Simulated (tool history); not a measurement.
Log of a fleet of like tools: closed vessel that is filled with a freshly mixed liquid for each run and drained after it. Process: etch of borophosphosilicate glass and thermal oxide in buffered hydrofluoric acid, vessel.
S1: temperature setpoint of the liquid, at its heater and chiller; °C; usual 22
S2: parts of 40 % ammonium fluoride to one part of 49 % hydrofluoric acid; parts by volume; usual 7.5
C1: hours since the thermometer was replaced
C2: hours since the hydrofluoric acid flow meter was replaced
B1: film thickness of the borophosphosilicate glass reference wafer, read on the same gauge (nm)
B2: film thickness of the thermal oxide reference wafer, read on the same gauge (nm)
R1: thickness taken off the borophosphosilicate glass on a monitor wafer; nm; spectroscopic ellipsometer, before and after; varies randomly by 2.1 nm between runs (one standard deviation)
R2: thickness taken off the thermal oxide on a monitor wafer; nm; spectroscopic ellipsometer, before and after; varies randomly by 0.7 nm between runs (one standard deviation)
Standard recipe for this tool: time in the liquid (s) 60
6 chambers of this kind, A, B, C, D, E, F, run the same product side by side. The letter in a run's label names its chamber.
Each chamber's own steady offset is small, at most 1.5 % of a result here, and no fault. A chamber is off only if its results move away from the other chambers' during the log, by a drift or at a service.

{"run": "1F", "day": 0.375, "S1": 22, "S2": 7.5, "time in the liquid (s)": 60, "C1": 581.6, "C2": 1188.6, "B1": 110.02, "B2": 59.992, "R1": 251.22, "R2": 81.217}
{"run": "2C", "day": 0.983, "S1": 22, "S2": 7.5, "time in the liquid (s)": 60, "C1": 611.2, "C2": 2303.4, "B1": 109.99, "B2": 60.037, "R1": 251.09, "R2": 80.962}
{"run": "3E", "day": 1.4, "S1": 22, "S2": 7.5, "time in the liquid (s)": 60, "C1": 2188.1, "C2": 413.1, "B1": 110.02, "B2": 60.027, "R1": 252.93, "R2": 82.234}
{"run": "4B", "day": 1.704, "S1": 22, "S2": 7.5, "time in the liquid (s)": 60, "C1": 1324.0, "C2": 269.6, "B1": 110.01, "B2": 59.998, "R1": 249.87, "R2": 83.647}
{"run": "5A", "day": 2.012, "S1": 22, "S2": 7.5, "time in the liquid (s)": 60, "C1": 233.2, "C2": 433.0, "B1": 110.0, "B2": 59.998, "R1": 249.57, "R2": 81.233}
{"run": "6D", "day": 2.375, "S1": 22, "S2": 7.5, "time in the liquid (s)": 60, "C1": 831.6, "C2": 585.2, "B1": 110.01, "B2": 59.99, "R1": 258.36, "R2": 81.984}
{"day": 2.504, "done": "chamber C: hydrofluoric acid flow meter replaced"}
{"run": "7F", "day": 2.883, "S1": 22, "S2": 7.5, "time in the liquid (s)": 60, "C1": 641.8, "C2": 1248.8, "B1": 110.0, "B2": 59.995, "R1": 254.67, "R2": 81.907}
{"run": "8D", "day": 3.417, "S1": 22, "S2": 5.5, "time in the liquid (s)": 60, "C1": 856.6, "C2": 610.2, "B1": 110.0, "B2": 59.984, "R1": 344.97, "R2": 109.07}
{"day": 3.662, "done": "chamber B: thermometer replaced"}
{"run": "9B", "day": 3.971, "S1": 22, "S2": 5.5, "time in the liquid (s)": 60, "C1": 7.5, "C2": 324.0, "B1": 109.99, "B2": 59.972, "R1": 339.0, "R2": 109.6}
{"run": "10C", "day": 4.583, "S1": 22, "S2": 5.5, "time in the liquid (s)": 60, "C1": 697.6, "C2": 50.0, "B1": 110.0, "B2": 59.969, "R1": 331.35, "R2": 108.13}
{"run": "11E", "day": 4.967, "S1": 22, "S2": 5.5, "time in the liquid (s)": 60, "C1": 2273.7, "C2": 498.7, "B1": 110.01, "B2": 60.013, "R1": 337.66, "R2": 108.31}
{"run": "12A", "day": 5.304, "S1": 22, "S2": 5.5, "time in the liquid (s)": 60, "C1": 312.2, "C2": 512.0, "B1": 110.0, "B2": 59.992, "R1": 335.37, "R2": 106.53}
{"run": "13D", "day": 5.721, "S1": 22, "S2": 5.5, "time in the liquid (s)": 60, "C1": 911.9, "C2": 665.5, "B1": 110.0, "B2": 60.012, "R1": 343.63, "R2": 108.34}
{"run": "14C", "day": 6.025, "S1": 22, "S2": 7.5, "time in the liquid (s)": 60, "C1": 732.2, "C2": 84.6, "B1": 109.99, "B2": 60.004, "R1": 249.38, "R2": 81.186}
{"run": "15A", "day": 6.633, "S1": 22, "S2": 7.5, "time in the liquid (s)": 60, "C1": 344.1, "C2": 543.9, "B1": 109.99, "B2": 60.013, "R1": 254.88, "R2": 81.14}
{"run": "16F", "day": 7.254, "S1": 22, "S2": 7.5, "time in the liquid (s)": 60, "C1": 746.7, "C2": 1353.7, "B1": 110.0, "B2": 60.007, "R1": 252.14, "R2": 80.927}
{"day": 7.5, "done": "chamber F: thermometer replaced"}
{"run": "17E", "day": 7.729, "S1": 22, "S2": 7.5, "time in the liquid (s)": 60, "C1": 2340.0, "C2": 565.0, "B1": 109.99, "B2": 59.964, "R1": 255.21, "R2": 82.451}
{"run": "18B", "day": 8.154, "S1": 22, "S2": 7.5, "time in the liquid (s)": 60, "C1": 107.9, "C2": 424.4, "B1": 110.01, "B2": 60.006, "R1": 250.45, "R2": 83.557}
{"run": "19D", "day": 8.696, "S1": 22, "S2": 7.5, "time in the liquid (s)": 60, "C1": 983.3, "C2": 736.9, "B1": 110.0, "B2": 60.009, "R1": 257.74, "R2": 81.83}
{"run": "20E", "day": 9.183, "S1": 22, "S2": 7.5, "time in the liquid (s)": 60, "C1": 2374.9, "C2": 599.9, "B1": 109.99, "B2": 60.018, "R1": 250.99, "R2": 82.04}
{"run": "21F", "day": 9.692, "S1": 22, "S2": 7.5, "time in the liquid (s)": 60, "C1": 52.6, "C2": 1412.2, "B1": 110.02, "B2": 60.019, "R1": 252.53, "R2": 83.092}
{"day": 9.7, "done": "chamber D: thermometer replaced"}
{"run": "22B", "day": 10.15, "S1": 22, "S2": 7.5, "time in the liquid (s)": 60, "C1": 155.8, "C2": 472.3, "B1": 110.0, "B2": 59.993, "R1": 251.17, "R2": 81.307}
{"run": "23A", "day": 10.808, "S1": 22, "S2": 7.5, "time in the liquid (s)": 60, "C1": 444.3, "C2": 644.1, "B1": 109.97, "B2": 59.978, "R1": 254.97, "R2": 82.283}
{"day": 10.862, "done": "chamber E: thermometer replaced"}
{"run": "24C", "day": 11.217, "S1": 18, "S2": 6.0, "time in the liquid (s)": 60, "C1": 856.8, "C2": 209.2, "B1": 110.01, "B2": 60.008, "R1": 246.75, "R2": 79.599}
{"run": "25B", "day": 11.767, "S1": 18, "S2": 6.0, "time in the liquid (s)": 60, "C1": 194.6, "C2": 511.1, "B1": 110.0, "B2": 59.968, "R1": 251.29, "R2": 80.529}
{"run": "26A", "day": 12.104, "S1": 18, "S2": 6.0, "time in the liquid (s)": 60, "C1": 475.4, "C2": 675.2, "B1": 109.98, "B2": 60.03, "R1": 247.18, "R2": 80.937}
{"run": "27F", "day": 12.483, "S1": 18, "S2": 6.0, "time in the liquid (s)": 60, "C1": 119.6, "C2": 1479.2, "B1": 110.01, "B2": 59.981, "R1": 247.44, "R2": 80.017}
{"run": "28C", "day": 12.846, "S1": 18, "S2": 6.0, "time in the liquid (s)": 60, "C1": 895.9, "C2": 248.3, "B1": 110.0, "B2": 60.018, "R1": 248.92, "R2": 80.06}
{"day": 12.858, "done": "chamber D: hydrofluoric acid flow meter replaced"}
{"run": "29E", "day": 13.312, "S1": 18, "S2": 6.0, "time in the liquid (s)": 60, "C1": 58.9, "C2": 699.0, "B1": 110.0, "B2": 60.002, "R1": 254.43, "R2": 81.495}
{"run": "30D", "day": 13.688, "S1": 22, "S2": 7.5, "time in the liquid (s)": 60, "C1": 95.7, "C2": 20.0, "B1": 109.99, "B2": 60.009, "R1": 255.52, "R2": 82.312}
{"run": "31F", "day": 14.188, "S1": 22, "S2": 5.5, "time in the liquid (s)": 85, "C1": 160.5, "C2": 1520.1, "B1": 110.01, "B2": 59.995, "R1": 476.44, "R2": 152.7}
{"run": "32C", "day": 14.812, "S1": 22, "S2": 5.5, "time in the liquid (s)": 85, "C1": 943.1, "C2": 295.5, "B1": 109.99, "B2": 59.989, "R1": 476.79, "R2": 151.66}
{"day": 15.058, "done": "chamber C: thermometer replaced"}
{"run": "33A", "day": 15.308, "S1": 22, "S2": 5.5, "time in the liquid (s)": 85, "C1": 552.3, "C2": 752.1, "B1": 109.99, "B2": 59.995, "R1": 480.1, "R2": 154.11}
{"run": "34E", "day": 15.758, "S1": 22, "S2": 5.5, "time in the liquid (s)": 85, "C1": 117.6, "C2": 757.7, "B1": 110.0, "B2": 59.999, "R1": 477.63, "R2": 152.58}
{"run": "35D", "day": 16.267, "S1": 22, "S2": 5.5, "time in the liquid (s)": 85, "C1": 157.6, "C2": 81.9, "B1": 110.0, "B2": 59.997, "R1": 477.03, "R2": 156.01}
{"run": "36B", "day": 16.762, "S1": 22, "S2": 5.5, "time in the liquid (s)": 85, "C1": 314.5, "C2": 631.0, "B1": 109.99, "B2": 59.998, "R1": 469.6, "R2": 154.69}
{"run": "37D", "day": 17.154, "S1": 22, "S2": 7.5, "time in the liquid (s)": 60, "C1": 178.9, "C2": 103.2, "B1": 110.0, "B2": 59.998, "R1": 253.6, "R2": 82.34}
{"run": "38C", "day": 17.683, "S1": 22, "S2": 7.5, "time in the liquid (s)": 60, "C1": 63.1, "C2": 364.4, "B1": 109.99, "B2": 60.01, "R1": 252.27, "R2": 81.496}

Next, every chamber runs the same settings. What will each give?
{"run": "39A", "day": 18.162, "S1": 22, "S2": 7.5, "time in the liquid (s)": 60, "R1": "?", "R2": "?"}
{"run": "39B", "day": 18.162, "S1": 22, "S2": 7.5, "time in the liquid (s)": 60, "R1": "?", "R2": "?"}
{"run": "39C", "day": 18.162, "S1": 22, "S2": 7.5, "time in the liquid (s)": 60, "R1": "?", "R2": "?"}
{"run": "39D", "day": 18.162, "S1": 22, "S2": 7.5, "time in the liquid (s)": 60, "R1": "?", "R2": "?"}
{"run": "39E", "day": 18.162, "S1": 22, "S2": 7.5, "time in the liquid (s)": 60, "R1": "?", "R2": "?"}
{"run": "39F", "day": 18.162, "S1": 22, "S2": 7.5, "time in the liquid (s)": 60, "R1": "?", "R2": "?"}

run=39A R1=254.70 R2=82.305
run=39B R1=253.14 R2=81.450
run=39C R1=250.45 R2=80.882
run=39D R1=256.05 R2=82.288
run=39E R1=252.98 R2=82.042
run=39F R1=252.78 R2=81.775

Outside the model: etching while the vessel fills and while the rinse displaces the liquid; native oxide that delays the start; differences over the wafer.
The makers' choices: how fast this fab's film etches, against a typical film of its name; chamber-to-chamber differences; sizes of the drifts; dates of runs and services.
